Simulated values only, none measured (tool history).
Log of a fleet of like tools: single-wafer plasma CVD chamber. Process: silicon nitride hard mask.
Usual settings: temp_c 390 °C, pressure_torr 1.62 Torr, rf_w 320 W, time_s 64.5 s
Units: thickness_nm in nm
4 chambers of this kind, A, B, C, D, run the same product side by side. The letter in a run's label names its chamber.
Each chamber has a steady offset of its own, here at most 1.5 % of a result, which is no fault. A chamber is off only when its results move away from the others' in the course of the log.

run,hour,temp_c,pressure_torr,rf_w,time_s,hours since the last thermocouple change,hours since the last RF generator calibration,hours since the last manometer calibration,"read-back reference wafer on the same gauge, thickness_nm",thickness_nm
1C,10.6,390,1.62,320,64.5,450,737.7,477.8,80.736,77.495
2B,21.1,390,1.62,320,64.5,422.7,1258.2,1590.6,80.706,77.881
3A,30.5,390,1.62,320,64.5,1506.3,967.6,502.1,80.71,79.044
4D,42,390,1.62,320,64.5,1827.7,894,1304.1,80.642,77.846
5D,49.8,390,1.62,320,64.5,1835.5,901.8,1311.9,80.654,77.938
6B,57.7,390,1.62,320,64.5,459.3,1294.8,1627.2,80.698,77.888
7C,68.1,390,1.62,320,64.5,507.5,795.2,535.3,80.713,77.782
8A,76.1,390,1.62,320,64.5,1551.9,1013.2,547.7,80.711,78.961
9C,85.6,390,1.62,320,64.5,525,812.7,552.8,80.618,77.419
10D,97.8,383,1.98,320,64.5,1883.5,949.8,1359.9,80.714,82.662
11B,105.4,383,1.98,320,64.5,507,1342.5,1674.9,80.678,82.716
12A,117.9,383,1.98,320,64.5,1593.7,1055,589.5,80.724,83.458
13C,125.7,383,1.98,320,64.5,565.1,852.8,592.9,80.697,82.681
14D,132.1,390,1.62,320,64.5,1917.8,984.1,1394.2,80.696,77.651
15A,142,383,1.62,295,64.5,1617.8,1079.1,613.6,80.677,74.92
16B,155.1,383,1.62,295,64.5,556.7,1392.2,1724.6,80.704,73.589
17C,166.9,383,1.62,295,64.5,606.3,894,634.1,80.68,73.48
18B,180.2,383,1.62,295,64.5,581.8,1417.3,1749.7,80.652,73.913
19A,190.7,390,1.62,320,64.5,1666.5,1127.8,662.3,80.75,78.78
20D,199.8,390,1.62,320,64.5,1985.5,1051.8,1461.9,80.721,77.554
# hour 208: chamber A: thermocouple changed; heater temperature recalibrated
21B,208.9,390,1.62,320,64.5,610.5,1446,1778.4,80.704,77.509
22A,214.9,390,1.62,320,64.5,6.9,1152,686.5,80.715,79.087
23D,226.5,390,1.62,320,64.5,2012.2,1078.5,1488.6,80.708,77.433
24C,237.4,390,1.62,320,64.5,676.8,964.5,704.6,80.7,77.828
25A,248.5,390,1.62,320,64.5,40.5,1185.6,720.1,80.676,79.06
# hour 251.6: chamber A: RF generator calibrated
26D,256.2,390,1.62,320,64.5,2041.9,1108.2,1518.3,80.709,77.25
27C,264.2,390,1.62,285,75.9,703.6,991.3,731.4,80.696,84.57
28B,271.9,390,1.62,285,75.9,673.5,1509,1841.4,80.711,84.345
29B,285.4,390,1.62,285,75.9,687,1522.5,1854.9,80.709,84.756
30C,297.6,390,1.62,285,75.9,737,1024.7,764.8,80.754,84.914
31D,303.8,390,1.62,320,64.5,2089.5,1155.8,1565.9,80.73,76.755
32A,316.1,390,1.62,320,54.5,108.1,64.6,787.7,80.709,66.687

Is one chamber off against the others, does the gauge drift, or is nothing wrong? If a chamber is off, say which, and what the likeliest cause is.

Chamber D drifts away from the others.
Cause: true pressure below the setpoint (%) = 5.05.
The log may not tell that from: delivered RF power below the setpoint (%).

Here are 4 candidates for chamber D's next run, each the usual settings with a change, their results left as question marks. Which one brings its results back in line with what the others give on the usual settings?
In line means no further than this from the other chambers' mean on the usual settings: thickness_nm 0.65 nm
33D-1,325.8,390,1.71,320,64.5,,,,,?
33D-2,325.8,390,1.61,320,63.6,,,,,?
33D-3,325.8,390,1.6,315,63.1,,,,,?
33D-4,325.8,390,1.64,320,66.4,,,,,?

The other chambers' mean on the usual settings: thickness_nm 78.142 nm
run,thickness_nm
33D-1,78.129
33D-2,75.67
33D-3,74.17
33D-4,79.432
33D-1 brings the chamber back in line.
